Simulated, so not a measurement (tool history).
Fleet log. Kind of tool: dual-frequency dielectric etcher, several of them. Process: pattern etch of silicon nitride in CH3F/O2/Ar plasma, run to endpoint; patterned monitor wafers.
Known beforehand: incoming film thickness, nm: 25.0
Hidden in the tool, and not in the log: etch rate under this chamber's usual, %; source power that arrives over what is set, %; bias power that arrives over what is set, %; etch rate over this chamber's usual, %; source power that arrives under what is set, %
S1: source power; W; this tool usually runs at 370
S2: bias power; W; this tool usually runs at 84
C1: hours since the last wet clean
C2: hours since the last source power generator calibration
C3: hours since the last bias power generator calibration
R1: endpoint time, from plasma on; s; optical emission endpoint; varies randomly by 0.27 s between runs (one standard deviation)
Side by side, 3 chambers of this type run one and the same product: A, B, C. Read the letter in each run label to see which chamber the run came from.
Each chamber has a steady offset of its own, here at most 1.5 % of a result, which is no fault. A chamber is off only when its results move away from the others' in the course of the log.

run 1A hour=6.4 | S1=370 S2=84 | C1=390.1 C2=1754.8 C3=1751.5 | R1=35.780
run 2B hour=10.0 | S1=370 S2=84 | C1=31.6 C2=992.6 C3=434.8 | R1=35.176
run 3C hour=15.2 | S1=370 S2=84 | C1=435.0 C2=1709.5 C3=2020.5 | R1=35.677
run 4B hour=18.4 | S1=370 S2=84 | C1=40.0 C2=1001.0 C3=443.2 | R1=34.926
run 5C hour=25.0 | S1=370 S2=84 | C1=444.8 C2=1719.3 C3=2030.3 | R1=35.840
run 6A hour=28.2 | S1=370 S2=84 | C1=411.9 C2=1776.6 C3=1773.3 | R1=35.546
run 7B hour=33.7 | S1=370 S2=84 | C1=55.3 C2=1016.3 C3=458.5 | R1=35.322
run 8A hour=38.8 | S1=370 S2=84 | C1=422.5 C2=1787.2 C3=1783.9 | R1=35.510
run 9C hour=44.3 | S1=370 S2=84 | C1=464.1 C2=1738.6 C3=2049.6 | R1=35.849
run 10B hour=47.5 | S1=370 S2=84 | C1=69.1 C2=1030.1 C3=472.3 | R1=35.137
run 11A hour=51.9 | S1=340 S2=102 | C1=435.6 C2=1800.3 C3=1797.0 | R1=34.250
run 12C hour=55.7 | S1=340 S2=102 | C1=475.5 C2=1750.0 C3=2061.0 | R1=34.467
run 13A hour=59.7 | S1=340 S2=102 | C1=443.4 C2=1808.1 C3=1804.8 | R1=33.863
run 14C hour=63.1 | S1=330 S2=93 | C1=482.9 C2=1757.4 C3=2068.4 | R1=36.088
run 15B hour=67.6 | S1=330 S2=93 | C1=89.2 C2=1050.2 C3=492.4 | R1=35.421
run 16A hour=74.3 | S1=330 S2=93 | C1=458.0 C2=1822.7 C3=1819.4 | R1=35.420
run 17B hour=80.1 | S1=370 S2=84 | C1=101.7 C2=1062.7 C3=504.9 | R1=35.593
run 18C hour=85.7 | S1=290 S2=77 | C1=505.5 C2=1780.0 C3=2091.0 | R1=40.459
run 19C hour=92.8 | S1=290 S2=77 | C1=512.6 C2=1787.1 C3=2098.1 | R1=40.308
run 20B hour=97.6 | S1=290 S2=77 | C1=119.2 C2=1080.2 C3=522.4 | R1=39.456
run 21A hour=101.9 | S1=420 S2=84 | C1=485.6 C2=1850.3 C3=1847.0 | R1=33.557
run 22A hour=105.6 | S1=420 S2=84 | C1=489.3 C2=1854.0 C3=1850.7 | R1=34.003
run 23C hour=112.3 | S1=420 S2=84 | C1=532.1 C2=1806.6 C3=2117.6 | R1=34.171
run 24B hour=116.0 | S1=370 S2=84 | C1=137.6 C2=1098.6 C3=540.8 | R1=35.020
run 25A hour=120.4 | S1=370 S2=84 | C1=504.1 C2=1868.8 C3=1865.5 | R1=35.945
run 26B hour=126.3 | S1=370 S2=84 | C1=147.9 C2=1108.9 C3=551.1 | R1=34.521
run 27C hour=130.6 | S1=370 S2=84 | C1=550.4 C2=1824.9 C3=2135.9 | R1=35.987
run 28C hour=134.8 | S1=370 S2=99 | C1=554.6 C2=1829.1 C3=2140.1 | R1=33.742
-- hour=137.4 chamber A: wet clean of the chamber
run 29A hour=139.9 | S1=370 S2=99 | C1=2.5 C2=1888.3 C3=1885.0 | R1=33.729
run 30B hour=145.0 | S1=370 S2=99 | C1=166.6 C2=1127.6 C3=569.8 | R1=32.821
run 31C hour=149.0 | S1=370 S2=84 | C1=568.8 C2=1843.3 C3=2154.3 | R1=35.953
run 32B hour=153.4 | S1=370 S2=84 | C1=175.0 C2=1136.0 C3=578.2 | R1=35.387
run 33A hour=158.6 | S1=370 S2=84 | C1=21.2 C2=1907.0 C3=1903.7 | R1=35.039
run 34B hour=164.6 | S1=370 S2=84 | C1=186.2 C2=1147.2 C3=589.4 | R1=35.462
run 35A hour=170.4 | S1=370 S2=84 | C1=33.0 C2=1918.8 C3=1915.5 | R1=35.273
run 36C hour=175.8 | S1=370 S2=84 | C1=595.6 C2=1870.1 C3=2181.1 | R1=35.784
run 37A hour=180.5 | S1=370 S2=84 | C1=43.1 C2=1928.9 C3=1925.6 | R1=35.059
run 38B hour=183.6 | S1=370 S2=84 | C1=205.2 C2=1166.2 C3=608.4 | R1=35.233
-- hour=183.8 chamber C: wet clean of the chamber
run 39C hour=187.5 | S1=320 S2=65 | C1=3.8 C2=1881.8 C3=2192.8 | R1=40.789
run 40C hour=192.1 | S1=320 S2=65 | C1=8.4 C2=1886.4 C3=2197.4 | R1=40.977
run 41B hour=195.6 | S1=320 S2=65 | C1=217.2 C2=1178.2 C3=620.4 | R1=40.290
run 42A hour=199.5 | S1=370 S2=84 | C1=62.1 C2=1947.9 C3=1944.6 | R1=35.277

Is one chamber off against the others, does the gauge drift, or is nothing wrong? If a chamber is off, say which, and what the likeliest cause is.

The fleet is healthy, with each chamber sitting at its usual small offset and no drift in the gauge.
